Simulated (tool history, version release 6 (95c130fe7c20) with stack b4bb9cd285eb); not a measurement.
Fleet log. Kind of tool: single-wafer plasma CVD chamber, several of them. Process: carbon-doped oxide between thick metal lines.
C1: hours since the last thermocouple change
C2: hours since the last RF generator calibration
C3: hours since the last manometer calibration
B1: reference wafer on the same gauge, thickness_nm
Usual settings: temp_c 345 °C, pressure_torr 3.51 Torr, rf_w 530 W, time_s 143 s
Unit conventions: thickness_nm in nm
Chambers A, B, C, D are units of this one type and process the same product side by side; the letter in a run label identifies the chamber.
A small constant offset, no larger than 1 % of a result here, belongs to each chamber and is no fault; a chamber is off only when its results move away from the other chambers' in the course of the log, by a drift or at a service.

run 1B hour=8.2 | temp_c=345 pressure_torr=3.51 rf_w=530 time_s=143 | C1=1529.6 C2=235.0 C3=1275.4 | B1=750.59 | thickness_nm=717.48
run 2A hour=16.7 | temp_c=345 pressure_torr=3.51 rf_w=530 time_s=143 | C1=515.4 C2=66.7 C3=671.4 | B1=751.45 | thickness_nm=723.33
-- hour=18.4 chamber C: thermocouple changed; heater temperature recalibrated
run 3D hour=23.1 | temp_c=345 pressure_torr=3.51 rf_w=530 time_s=143 | C1=556.0 C2=725.7 C3=1192.9 | B1=750.89 | thickness_nm=725.48
run 4C hour=32.2 | temp_c=345 pressure_torr=3.51 rf_w=530 time_s=143 | C1=13.9 C2=1629.5 C3=1038.9 | B1=751.14 | thickness_nm=722.99
run 5A hour=39.2 | temp_c=345 pressure_torr=3.51 rf_w=530 time_s=143 | C1=537.9 C2=89.2 C3=693.9 | B1=750.98 | thickness_nm=723.21
-- hour=40.6 chamber D: capacitance manometer re-zeroed and calibrated
run 6C hour=49.3 | temp_c=345 pressure_torr=3.51 rf_w=530 time_s=143 | C1=31.0 C2=1646.6 C3=1056.0 | B1=751.03 | thickness_nm=721.00
run 7B hour=58.4 | temp_c=345 pressure_torr=3.51 rf_w=530 time_s=157 | C1=1579.8 C2=285.2 C3=1325.6 | B1=750.75 | thickness_nm=792.39
run 8D hour=64.1 | temp_c=345 pressure_torr=3.51 rf_w=530 time_s=157 | C1=597.0 C2=766.7 C3=23.6 | B1=750.69 | thickness_nm=792.92
run 9D hour=74.2 | temp_c=345 pressure_torr=3.51 rf_w=530 time_s=157 | C1=607.1 C2=776.8 C3=33.7 | B1=751.36 | thickness_nm=793.60
run 10B hour=84.5 | temp_c=345 pressure_torr=3.51 rf_w=530 time_s=157 | C1=1605.9 C2=311.3 C3=1351.7 | B1=750.73 | thickness_nm=793.96
run 11C hour=93.7 | temp_c=345 pressure_torr=3.51 rf_w=530 time_s=143 | C1=75.4 C2=1691.0 C3=1100.4 | B1=750.44 | thickness_nm=723.66
run 12A hour=104.7 | temp_c=345 pressure_torr=3.51 rf_w=530 time_s=143 | C1=603.4 C2=154.7 C3=759.4 | B1=750.90 | thickness_nm=723.55
run 13B hour=109.9 | temp_c=345 pressure_torr=3.51 rf_w=530 time_s=143 | C1=1631.3 C2=336.7 C3=1377.1 | B1=751.04 | thickness_nm=725.72
run 14C hour=119.4 | temp_c=345 pressure_torr=3.51 rf_w=530 time_s=143 | C1=101.1 C2=1716.7 C3=1126.1 | B1=750.85 | thickness_nm=717.82
-- hour=124.8 chamber C: capacitance manometer re-zeroed and calibrated
run 15A hour=128.3 | temp_c=345 pressure_torr=3.51 rf_w=530 time_s=143 | C1=627.0 C2=178.3 C3=783.0 | B1=750.77 | thickness_nm=718.65
run 16D hour=138.5 | temp_c=345 pressure_torr=3.51 rf_w=530 time_s=143 | C1=671.4 C2=841.1 C3=98.0 | B1=751.12 | thickness_nm=725.14
run 17A hour=144.6 | temp_c=350 pressure_torr=3.51 rf_w=530 time_s=143 | C1=643.3 C2=194.6 C3=799.3 | B1=751.22 | thickness_nm=714.30
-- hour=144.7 chamber D: RF generator calibrated
run 18D hour=155.7 | temp_c=350 pressure_torr=3.51 rf_w=530 time_s=143 | C1=688.6 C2=11.0 C3=115.2 | B1=751.16 | thickness_nm=715.98
run 19C hour=161.5 | temp_c=350 pressure_torr=3.51 rf_w=530 time_s=143 | C1=143.2 C2=1758.8 C3=36.7 | B1=750.71 | thickness_nm=713.28
run 20B hour=167.0 | temp_c=350 pressure_torr=3.51 rf_w=530 time_s=143 | C1=1688.4 C2=393.8 C3=1434.2 | B1=750.97 | thickness_nm=712.16
run 21A hour=177.9 | temp_c=345 pressure_torr=3.51 rf_w=530 time_s=143 | C1=676.6 C2=227.9 C3=832.6 | B1=750.86 | thickness_nm=724.12
run 22C hour=184.9 | temp_c=345 pressure_torr=3.51 rf_w=530 time_s=143 | C1=166.6 C2=1782.2 C3=60.1 | B1=750.98 | thickness_nm=722.45
run 23D hour=192.1 | temp_c=345 pressure_torr=3.51 rf_w=530 time_s=143 | C1=725.0 C2=47.4 C3=151.6 | B1=751.07 | thickness_nm=722.02
run 24B hour=200.7 | temp_c=345 pressure_torr=3.51 rf_w=530 time_s=143 | C1=1722.1 C2=427.5 C3=1467.9 | B1=751.23 | thickness_nm=718.64
run 25B hour=209.2 | temp_c=345 pressure_torr=3.51 rf_w=530 time_s=143 | C1=1730.6 C2=436.0 C3=1476.4 | B1=750.61 | thickness_nm=722.92
run 26C hour=219.9 | temp_c=345 pressure_torr=3.51 rf_w=530 time_s=143 | C1=201.6 C2=1817.2 C3=95.1 | B1=750.37 | thickness_nm=722.93
run 27D hour=230.1 | temp_c=345 pressure_torr=3.51 rf_w=530 time_s=143 | C1=763.0 C2=85.4 C3=189.6 | B1=750.62 | thickness_nm=720.69
run 28A hour=240.1 | temp_c=345 pressure_torr=3.51 rf_w=530 time_s=143 | C1=738.8 C2=290.1 C3=894.8 | B1=751.04 | thickness_nm=721.91
run 29A hour=251.1 | temp_c=345 pressure_torr=3.51 rf_w=530 time_s=143 | C1=749.8 C2=301.1 C3=905.8 | B1=750.96 | thickness_nm=721.92
run 30C hour=257.3 | temp_c=345 pressure_torr=3.51 rf_w=530 time_s=143 | C1=239.0 C2=1854.6 C3=132.5 | B1=751.28 | thickness_nm=721.87
run 31B hour=267.3 | temp_c=345 pressure_torr=3.51 rf_w=530 time_s=163 | C1=1788.7 C2=494.1 C3=1534.5 | B1=750.99 | thickness_nm=824.38
run 32D hour=274.7 | temp_c=345 pressure_torr=3.51 rf_w=530 time_s=163 | C1=807.6 C2=130.0 C3=234.2 | B1=751.07 | thickness_nm=820.19
run 33B hour=281.3 | temp_c=345 pressure_torr=3.51 rf_w=530 time_s=163 | C1=1802.7 C2=508.1 C3=1548.5 | B1=750.29 | thickness_nm=822.60
run 34A hour=292.0 | temp_c=345 pressure_torr=3.51 rf_w=530 time_s=163 | C1=790.7 C2=342.0 C3=946.7 | B1=751.18 | thickness_nm=825.84
run 35C hour=300.7 | temp_c=345 pressure_torr=3.51 rf_w=530 time_s=143 | C1=282.4 C2=1898.0 C3=175.9 | B1=750.93 | thickness_nm=722.68
run 36D hour=306.9 | temp_c=345 pressure_torr=3.51 rf_w=440 time_s=143 | C1=839.8 C2=162.2 C3=266.4 | B1=751.01 | thickness_nm=639.19
run 37B hour=314.2 | temp_c=345 pressure_torr=3.51 rf_w=440 time_s=143 | C1=1835.6 C2=541.0 C3=1581.4 | B1=750.69 | thickness_nm=634.79
run 38C hour=324.5 | temp_c=345 pressure_torr=3.51 rf_w=440 time_s=143 | C1=306.2 C2=1921.8 C3=199.7 | B1=750.62 | thickness_nm=639.05
run 39A hour=335.1 | temp_c=345 pressure_torr=3.51 rf_w=440 time_s=143 | C1=833.8 C2=385.1 C3=989.8 | B1=750.89 | thickness_nm=639.11
run 40D hour=342.7 | temp_c=345 pressure_torr=3.51 rf_w=530 time_s=143 | C1=875.6 C2=198.0 C3=302.2 | B1=750.84 | thickness_nm=727.55
run 41C hour=350.2 | temp_c=345 pressure_torr=3.80 rf_w=530 time_s=143 | C1=331.9 C2=1947.5 C3=225.4 | B1=751.15 | thickness_nm=728.92

For the next run the whole fleet of 4 chambers uses the same settings. Give each chamber's results:
run 42A hour=358.1 | temp_c=345 pressure_torr=3.51 rf_w=530 time_s=158 | thickness_nm=?
run 42B hour=358.1 | temp_c=345 pressure_torr=3.51 rf_w=530 time_s=158 | thickness_nm=?
run 42C hour=358.1 | temp_c=345 pressure_torr=3.51 rf_w=530 time_s=158 | thickness_nm=?
run 42D hour=358.1 | temp_c=345 pressure_torr=3.51 rf_w=530 time_s=158 | thickness_nm=?

run=42A thickness_nm=799.39
run=42B thickness_nm=800.62
run=42C thickness_nm=793.37
run=42D thickness_nm=799.03
